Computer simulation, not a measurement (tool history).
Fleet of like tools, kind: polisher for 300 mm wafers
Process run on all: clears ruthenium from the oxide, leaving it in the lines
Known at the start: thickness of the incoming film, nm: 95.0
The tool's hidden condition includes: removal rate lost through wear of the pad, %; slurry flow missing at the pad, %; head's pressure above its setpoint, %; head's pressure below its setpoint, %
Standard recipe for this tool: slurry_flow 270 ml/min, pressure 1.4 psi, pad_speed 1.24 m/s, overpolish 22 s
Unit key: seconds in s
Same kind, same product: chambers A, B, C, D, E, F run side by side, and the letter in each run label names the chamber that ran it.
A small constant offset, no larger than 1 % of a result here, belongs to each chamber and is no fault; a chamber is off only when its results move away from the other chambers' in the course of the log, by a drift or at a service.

run    day  slurry_flow  pressure  pad_speed  overpolish  wafers polished on this pad  hours since the slurry nozzle was cleaned  hours since the head pressure was calibrated  seconds
 1D  0.221          270       1.4       1.24          22                          620                                        259                                         114.1   112.12
 2B  0.333          270       1.4       1.24          22                         1111                                      503.3                                         295.8   110.75
     0.462  -- chamber C: slurry nozzle cleaned
 3E  0.525          270       1.4       1.24          22                          727                                      486.9                                         579.7   108.96
 4C  0.679          270       1.4       1.24          22                          384                                        5.2                                         349.7   110.13
 5F  0.808          180       1.4       1.24          29                          267                                      281.2                                        1058.1   120.78
 6A  0.996          180       1.4       1.24          29                         1130                                        132                                         242.9   117.79
     1.058  -- chamber E: worn pad replaced by a new one
     1.075  -- chamber B: worn pad replaced by a new one
 7F  1.133          180       1.4       1.24          29                          336                                        289                                        1065.9   120.62
 8B  1.358          180       1.4       1.24          29                           60                                      527.9                                         320.4   118.29
 9C   1.55          180       1.4       1.24          29                          569                                       26.1                                         370.6   118.54
     1.562  -- chamber C: worn pad replaced by a new one
      1.75  -- chamber A: worn pad replaced by a new one
10A  1.779          180       1.4       1.24          29                            6                                      150.8                                         261.7   117.42
11D    1.9          270       1.4       1.24          22                          976                                      299.3                                         154.4   111.09
     1.938  -- chamber E: head pressure recalibrated
12E  2.029          270       1.4       1.24          22                          206                                        523                                           2.2   116.36
13E  2.254          270       1.4       1.24          22                          254                                      528.4                                           7.6   113.86
     2.312  -- chamber D: worn pad replaced by a new one
14A  2.442          270       1.4       1.24          22                          147                                      166.7                                         277.6   111.62
15B  2.575          270       1.4       1.24          15                          318                                      557.1                                         349.6   109.55
16D  2.746          270       1.4       1.24          15                           92                                      319.6                                         174.7   112.33
17F  2.854          270       1.4       1.24          15                          701                                      330.3                                        1107.2   113.83
18C   3.05          270       1.4       1.24          15                          316                                       62.1                                         406.6   109.04
19A  3.171          270       1.4       1.24          15                          302                                      184.2                                         295.1   111.26
20F  3.304          270       1.4       1.24          15                          796                                      341.1                                          1118   114.88
21D  3.554          270       1.4       1.24          22                          263                                        339                                         194.1   111.38
     3.575  -- chamber D: slurry nozzle cleaned
22E  3.721          270       1.4       1.24          22                          565                                      563.6                                          42.8    111.8
23B  3.925          270       1.4       1.24          22                          604                                      589.5                                           382   111.06
     3.983  -- chamber C: worn pad replaced by a new one
24C  4.038          270       1.4       1.24          22                           11                                       85.8                                         430.3   114.03
     4.142  -- chamber B: slurry nozzle cleaned
25F  4.221          270       1.4       1.24          22                          991                                      363.1                                          1140   113.79
26B  4.392          270       1.4       1.24          22                          703                                          6                                         393.2   111.23
27E  4.538          270       1.4       1.24          22                          738                                      583.2                                          62.4   110.28
28C  4.775          270       1.4       1.24          22                          168                                      103.5                                           448   108.27
29A  4.942          270       1.4       1.24          22                          677                                      226.7                                         337.6    110.8
         5  -- chamber F: head pressure recalibrated
     5.046  -- chamber E: worn pad replaced by a new one
30D  5.146          270       1.4       1.24          22                          601                                       37.7                                         232.3   111.72
31C  5.312          330       1.4       1.24          22                          282                                      116.4                                         460.9   109.18
32E  5.562          330       1.4       1.24          22                          110                                      607.8                                            87   109.81
33D  5.729          330       1.4       1.24          22                          725                                       51.7                                         246.3   108.49
34B  5.967          330       1.4       1.24          22                         1037                                       43.8                                           431   109.12
35A  6.171          330       1.4       1.24          22                          938                                      256.2                                         367.1   108.94
36F  6.371          330       1.4       1.24          22                         1447                                      414.7                                            33   107.39

Next, all 6 chambers run the settings below, one line each with question marks for the results. What does each chamber give?
37A  6.554          270       1.4       1.24          22                                                                                                                              ?
37B  6.554          270       1.4       1.24          22                                                                                                                              ?
37C  6.554          270       1.4       1.24          22                                                                                                                              ?
37D  6.554          270       1.4       1.24          22                                                                                                                              ?
37E  6.554          270       1.4       1.24          22                                                                                                                              ?
37F  6.554          270       1.4       1.24          22                                                                                                                              ?

run  seconds
37A   111.32
37B   112.95
37C   114.59
37D   109.12
37E   111.76
37F      108

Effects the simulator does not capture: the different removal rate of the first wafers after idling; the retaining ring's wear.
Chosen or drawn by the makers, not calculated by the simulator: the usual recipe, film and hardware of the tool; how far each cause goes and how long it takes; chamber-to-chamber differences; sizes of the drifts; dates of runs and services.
